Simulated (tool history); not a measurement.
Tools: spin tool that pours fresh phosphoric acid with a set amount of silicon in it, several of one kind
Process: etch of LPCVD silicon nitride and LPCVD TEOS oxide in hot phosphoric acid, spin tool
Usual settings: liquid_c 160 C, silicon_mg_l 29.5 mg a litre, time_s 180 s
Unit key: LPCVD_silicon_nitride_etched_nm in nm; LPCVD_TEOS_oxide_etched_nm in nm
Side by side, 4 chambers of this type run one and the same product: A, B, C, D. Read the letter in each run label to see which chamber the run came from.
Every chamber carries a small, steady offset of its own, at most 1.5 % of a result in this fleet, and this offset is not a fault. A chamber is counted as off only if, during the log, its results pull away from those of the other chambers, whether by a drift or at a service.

run,hour,liquid_c,silicon_mg_l,time_s,"read-back film thickness of the LPCVD silicon nitride reference wafer, read on the same gauge (nm)","read-back film thickness of the LPCVD TEOS oxide reference wafer, read on the same gauge (nm)",LPCVD_silicon_nitride_etched_nm,LPCVD_TEOS_oxide_etched_nm
1B,10.6,160,29.5,180,100,90.001,17.599,0.35447
2D,17.5,160,29.5,180,99.973,90.073,17.592,0.33367
# hour 25.5: chamber D: dissolved silicon flow meter replaced
3C,25.7,160,29.5,180,99.982,90.04,17.281,0.35989
4A,32.9,160,29.5,180,99.994,90.035,17.701,0.30395
5B,41.9,160,29.5,180,100,90.036,17.575,0.32717
6D,52.8,157.5,29.5,230,100.01,89.972,20.728,0.31655
7A,61.7,157.5,29.5,230,100.01,89.98,20.725,0.34621
8C,72,157.5,29.5,230,99.984,90.058,20.553,0.35361
9D,78.4,157.5,29.5,230,100.01,89.987,20.835,0.32501
# hour 82.7: chamber D: thermometer replaced
10B,85.3,160,29.5,95,100.01,89.996,9.2474,0.21292
11C,94.2,160,29.5,95,100.01,89.958,9.165,0.18497
12A,104.5,160,29.5,95,100.02,89.974,9.0518,0.20039
13C,112.1,160,29.5,95,99.99,89.99,9.1628,0.15963
14D,118.3,160,29.5,180,100.01,90.018,17.554,0.33731
15A,124.6,160,29.5,180,99.985,90.01,17.554,0.36478
16B,132.8,160,29.5,180,99.993,89.988,17.695,0.34405
17B,141.3,160,29.5,180,100,90.055,17.615,0.26949
18C,151.8,160,29.5,180,99.99,89.963,17.277,0.27005
19D,156.9,160,29.5,180,99.993,89.927,17.47,0.35301
20A,168.2,160,29.5,180,100,90.042,17.474,0.3721
21A,179.1,160,29.5,180,99.999,90.012,17.596,0.38134
22D,184,160,29.5,180,99.99,90.036,17.613,0.32079
23B,189.3,160,29.5,180,100,90.008,17.598,0.33937
24C,194.3,160,29.5,180,100.01,89.977,17.626,0.41872
25C,199.3,160,29.5,180,99.996,89.94,17.141,0.32485
26B,207.4,160,29.5,180,100.01,89.942,17.599,0.32299
27D,217,160,29.5,180,100.01,90,17.677,0.36759
28A,226.1,160,29.5,180,99.998,89.996,17.799,0.26441
29A,237,160,29.5,180,99.99,89.984,17.559,0.3799
30C,247.7,160,29.5,180,100.01,90,17.489,0.32617
31D,254,160,29.5,180,99.999,89.955,17.691,0.29601
32B,259.3,157.5,15,180,100.01,89.971,16.338,0.3828
# hour 266.9: chamber C: thermometer replaced
33C,269.1,157.5,15,180,99.993,90.027,16.18,0.41785
34B,277.8,157.5,15,180,99.985,89.972,16.285,0.45396

Is one chamber off against the others, does the gauge drift, or is nothing wrong? If a chamber is off, say which, and what the likeliest cause is.

All chambers stay in line apart from their small fixed offsets, and the gauge does not drift.
